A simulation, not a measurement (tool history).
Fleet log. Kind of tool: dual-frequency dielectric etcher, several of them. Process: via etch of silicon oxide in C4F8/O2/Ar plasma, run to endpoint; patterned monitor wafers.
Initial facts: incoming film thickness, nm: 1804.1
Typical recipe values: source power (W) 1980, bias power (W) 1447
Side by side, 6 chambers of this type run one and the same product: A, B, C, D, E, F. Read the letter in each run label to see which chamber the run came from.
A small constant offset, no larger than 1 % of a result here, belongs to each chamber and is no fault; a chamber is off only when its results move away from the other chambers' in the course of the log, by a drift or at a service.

run   hour  source power (W)  bias power (W)  hours since the last wet clean  hours since the last source power generator calibration  hours since the last bias power generator calibration  endpoint time (s)
 1A    3.3              1980            1447                             356                                                   1357.4                                                 1313.8             388.49
 2F    6.1              1980            1447                           445.5                                                   1468.9                                                 2110.8             391.69
 3C    9.7              1980            1447                           275.1                                                   2061.1                                                  179.7             395.75
 4E   13.7              1980            1447                           185.8                                                   2196.6                                                 3562.5             389.98
 5D   17.9              2230            1447                           121.2                                                     24.9                                                 1794.8             373.72
 6B   21.9              2230            1447                           331.4                                                   2472.7                                                 2327.5             372.14
 7A   26.2              2230            1447                           378.9                                                   1380.3                                                 1336.7             370.49
 8C   30.3              2230            1447                           295.7                                                   2081.7                                                  200.3              377.7
 9B   34.9              2230            1447                           344.4                                                   2485.7                                                 2340.5             371.35
10D   38.7              2230            1447                             142                                                     45.7                                                 1815.6             374.01
11E   42.6              1700            1253                           214.7                                                   2225.5                                                 3591.4             431.03
12F   46.9              1700            1253                           486.3                                                   1509.7                                                 2151.6             434.21
13C     51              1700            1253                           316.4                                                   2102.4                                                    221             438.23
14F   54.4              1700            1253                           493.8                                                   1517.2                                                 2159.1             433.71
        56  -- chamber A: wet clean of the chamber
15B   58.3              1700            1253                           367.8                                                   2509.1                                                 2363.9             430.13
16E   61.8              1700            1253                           233.9                                                   2244.7                                                 3610.6             433.39
17A   65.4              1980            1447                             9.4                                                   1419.5                                                 1375.9             388.38
18D   68.4              2390            1447                           171.7                                                     75.4                                                 1845.3             362.79
19E   70.6              2390            1447                           242.7                                                   2253.5                                                 3619.4             361.88
20F     73              2390            1447                           512.4                                                   1535.8                                                 2177.7             363.07
21A   77.6              2390            1447                            21.6                                                   1431.7                                                 1388.1             360.85
22B   80.4              2390            1447                           389.9                                                   2531.2                                                   2386              363.5
23D   82.9              2390            1447                           186.2                                                     89.9                                                 1859.8              363.8
24C   85.3              1980            1447                           350.7                                                   2136.7                                                  255.3             387.73
25F   89.6              1980            1447                             529                                                   1552.4                                                 2194.3             390.76
      92.3  -- chamber F: wet clean of the chamber
26B   93.1              1980            1447                           402.6                                                   2543.9                                                 2398.7             390.78
27E   96.5              1980            1447                           268.6                                                   2279.4                                                 3645.3             388.82
28D   99.6              1980            1447                           202.9                                                    106.6                                                 1876.5             392.43
29C  103.2              1980            1447                           368.6                                                   2154.6                                                  273.2             384.19
30A  107.1              2400            1447                            51.1                                                   1461.2                                                 1417.6             360.32
31A  109.4              2400            1447                            53.4                                                   1463.5                                                 1419.9             359.56
32B  112.2              2400            1447                           421.7                                                     2563                                                 2417.8             361.46
33D  115.9              2400            1447                           219.2                                                    122.9                                                 1892.8             361.44
34C  120.4              2400            1447                           385.8                                                   2171.8                                                  290.4             355.25
35F  123.4              2400            1447                            31.1                                                   1586.2                                                 2228.1             360.88
36E  128.1              1980            1447                           300.2                                                     2311                                                 3676.9             390.74
37F  132.7              1980            1447                            40.4                                                   1595.5                                                 2237.4             390.12
38D  136.7              1780            1112                             240                                                    143.7                                                 1913.6             438.22
39B  140.6              1780            1112                           450.1                                                   2591.4                                                 2446.2              435.8
40A  143.2              1780            1112                            87.2                                                   1497.3                                                 1453.7             439.25
41E  145.3              1780            1112                           317.4                                                   2328.2                                                 3694.1             435.92

Does one chamber stand apart from the rest, does the shared gauge drift, or is all well apart from small per-chamber offsets? Give the chamber and the most likely cause, where there is one.

Chamber C drifts away from the others.
What lies behind it: etch rate over this chamber's usual, % = 4.67.

Below are 4 candidate recipes for chamber C's next run, each the usual settings with a change, their results shown as question marks. Which of them brings C's results back in line with what the other chambers give on the usual settings?
Counts as in line when no further than this from what the other chambers average on the usual settings: endpoint time (s) 4.6
42C-1  148.7              1980            1643                                                                                                                                                                  ?
42C-2  148.7              1730            1334                                                                                                                                                                  ?
42C-3  148.7              1980            1251                                                                                                                                                                  ?
42C-4  148.7              2350            1447                                                                                                                                                                  ?

The mean the other chambers reach with the usual settings: endpoint time (s) 390.7
  run  endpoint time (s)
42C-1             363.13
42C-2             405.74
42C-3                390
42C-4             349.99
42C-3 brings the chamber back in line.
